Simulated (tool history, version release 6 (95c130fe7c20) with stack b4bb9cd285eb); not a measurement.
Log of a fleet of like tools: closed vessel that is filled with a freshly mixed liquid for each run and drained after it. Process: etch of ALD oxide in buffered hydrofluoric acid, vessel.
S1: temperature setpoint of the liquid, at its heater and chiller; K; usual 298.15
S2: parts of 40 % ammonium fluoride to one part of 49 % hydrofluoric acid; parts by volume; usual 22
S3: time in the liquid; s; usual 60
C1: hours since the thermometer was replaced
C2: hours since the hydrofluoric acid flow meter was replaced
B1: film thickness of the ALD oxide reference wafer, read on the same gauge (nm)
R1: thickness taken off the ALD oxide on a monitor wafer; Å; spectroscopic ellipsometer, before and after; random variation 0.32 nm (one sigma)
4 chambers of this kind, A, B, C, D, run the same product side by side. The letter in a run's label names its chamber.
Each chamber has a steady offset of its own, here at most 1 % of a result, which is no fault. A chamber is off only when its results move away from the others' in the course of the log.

run 1D hour=10.3 | S1=298.15 S2=22 S3=60 | C1=2025.3 C2=263 | B1=90.004 | R1=485.81
run 2A hour=24.5 | S1=298.15 S2=22 S3=60 | C1=51.6 C2=2091.1 | B1=90.014 | R1=473.2
run 3B hour=36.7 | S1=298.15 S2=22 S3=60 | C1=1333 C2=872.7 | B1=90.01 | R1=478.39
run 4C hour=50.6 | S1=298.15 S2=22 S3=60 | C1=1275.5 C2=1830.5 | B1=89.983 | R1=479.78
run 5B hour=63.6 | S1=298.15 S2=22 S3=60 | C1=1359.9 C2=899.6 | B1=90.006 | R1=479.47
run 6C hour=77.1 | S1=298.15 S2=22 S3=60 | C1=1302 C2=1857 | B1=89.995 | R1=482.69
run 7D hour=85.1 | S1=298.15 S2=22 S3=60 | C1=2100.1 C2=337.8 | B1=90.02 | R1=482.13
run 8A hour=92.6 | S1=298.15 S2=22 S3=60 | C1=119.7 C2=2159.2 | B1=90.038 | R1=481.74
run 9B hour=103.6 | S1=298.15 S2=22 S3=60 | C1=1399.9 C2=939.6 | B1=90.013 | R1=478.63
run 10D hour=117.6 | S1=298.15 S2=22 S3=50 | C1=2132.6 C2=370.3 | B1=89.984 | R1=395.15
run 11C hour=126 | S1=298.15 S2=22 S3=50 | C1=1350.9 C2=1905.9 | B1=90 | R1=403.6
run 12A hour=133.9 | S1=298.15 S2=22 S3=50 | C1=161 C2=2200.5 | B1=90.004 | R1=401.68
run 13D hour=143.4 | S1=298.15 S2=22 S3=50 | C1=2158.4 C2=396.1 | B1=90.025 | R1=395.55
run 14C hour=151 | S1=298.15 S2=22 S3=60 | C1=1375.9 C2=1930.9 | B1=89.999 | R1=484.89
run 15B hour=162.1 | S1=298.15 S2=22 S3=60 | C1=1458.4 C2=998.1 | B1=90.023 | R1=484.65
run 16A hour=170 | S1=298.15 S2=22 S3=60 | C1=197.1 C2=2236.6 | B1=89.989 | R1=478.72
-- hour=171.4 chamber D: thermometer replaced
run 17D hour=185.1 | S1=298.15 S2=22 S3=60 | C1=13.7 C2=437.8 | B1=89.99 | R1=470.75
run 18C hour=199.8 | S1=298.15 S2=22 S3=60 | C1=1424.7 C2=1979.7 | B1=89.97 | R1=486.02
run 19A hour=209 | S1=298.15 S2=22 S3=60 | C1=236.1 C2=2275.6 | B1=89.991 | R1=481.1
run 20B hour=216.2 | S1=298.15 S2=15.5 S3=40 | C1=1512.5 C2=1052.2 | B1=89.998 | R1=437.44
run 21D hour=231 | S1=298.15 S2=15.5 S3=40 | C1=59.6 C2=483.7 | B1=89.995 | R1=421.08
run 22C hour=242.3 | S1=298.15 S2=15.5 S3=40 | C1=1467.2 C2=2022.2 | B1=90.003 | R1=444.78
-- hour=254.2 chamber A: hydrofluoric acid flow meter replaced
run 23B hour=255.6 | S1=298.15 S2=15.5 S3=40 | C1=1551.9 C2=1091.6 | B1=89.992 | R1=445.63
run 24A hour=269.1 | S1=298.15 S2=22 S3=60 | C1=296.2 C2=15 | B1=89.95 | R1=486.31
run 25C hour=276.4 | S1=298.15 S2=22 S3=60 | C1=1501.3 C2=2056.3 | B1=90.012 | R1=481.57
run 26D hour=283.3 | S1=298.15 S2=22 S3=60 | C1=111.9 C2=536 | B1=90.009 | R1=457.93
run 27A hour=296.8 | S1=298.15 S2=22 S3=60 | C1=323.9 C2=42.7 | B1=90.017 | R1=487.57
run 28B hour=306.2 | S1=298.15 S2=22 S3=60 | C1=1602.5 C2=1142.2 | B1=90.013 | R1=480.58
run 29C hour=314.7 | S1=298.15 S2=22 S3=60 | C1=1539.6 C2=2094.6 | B1=89.989 | R1=487.7
run 30B hour=325.3 | S1=298.15 S2=22 S3=60 | C1=1621.6 C2=1161.3 | B1=90.031 | R1=476.67

Next, every chamber runs the same settings. What will each give?
run 31A hour=336.4 | S1=298.15 S2=22 S3=60 | R1=?
run 31B hour=336.4 | S1=298.15 S2=22 S3=60 | R1=?
run 31C hour=336.4 | S1=298.15 S2=22 S3=60 | R1=?
run 31D hour=336.4 | S1=298.15 S2=22 S3=60 | R1=?

run=31A R1=478.83
run=31B R1=481.41
run=31C R1=483.15
run=31D R1=460.79
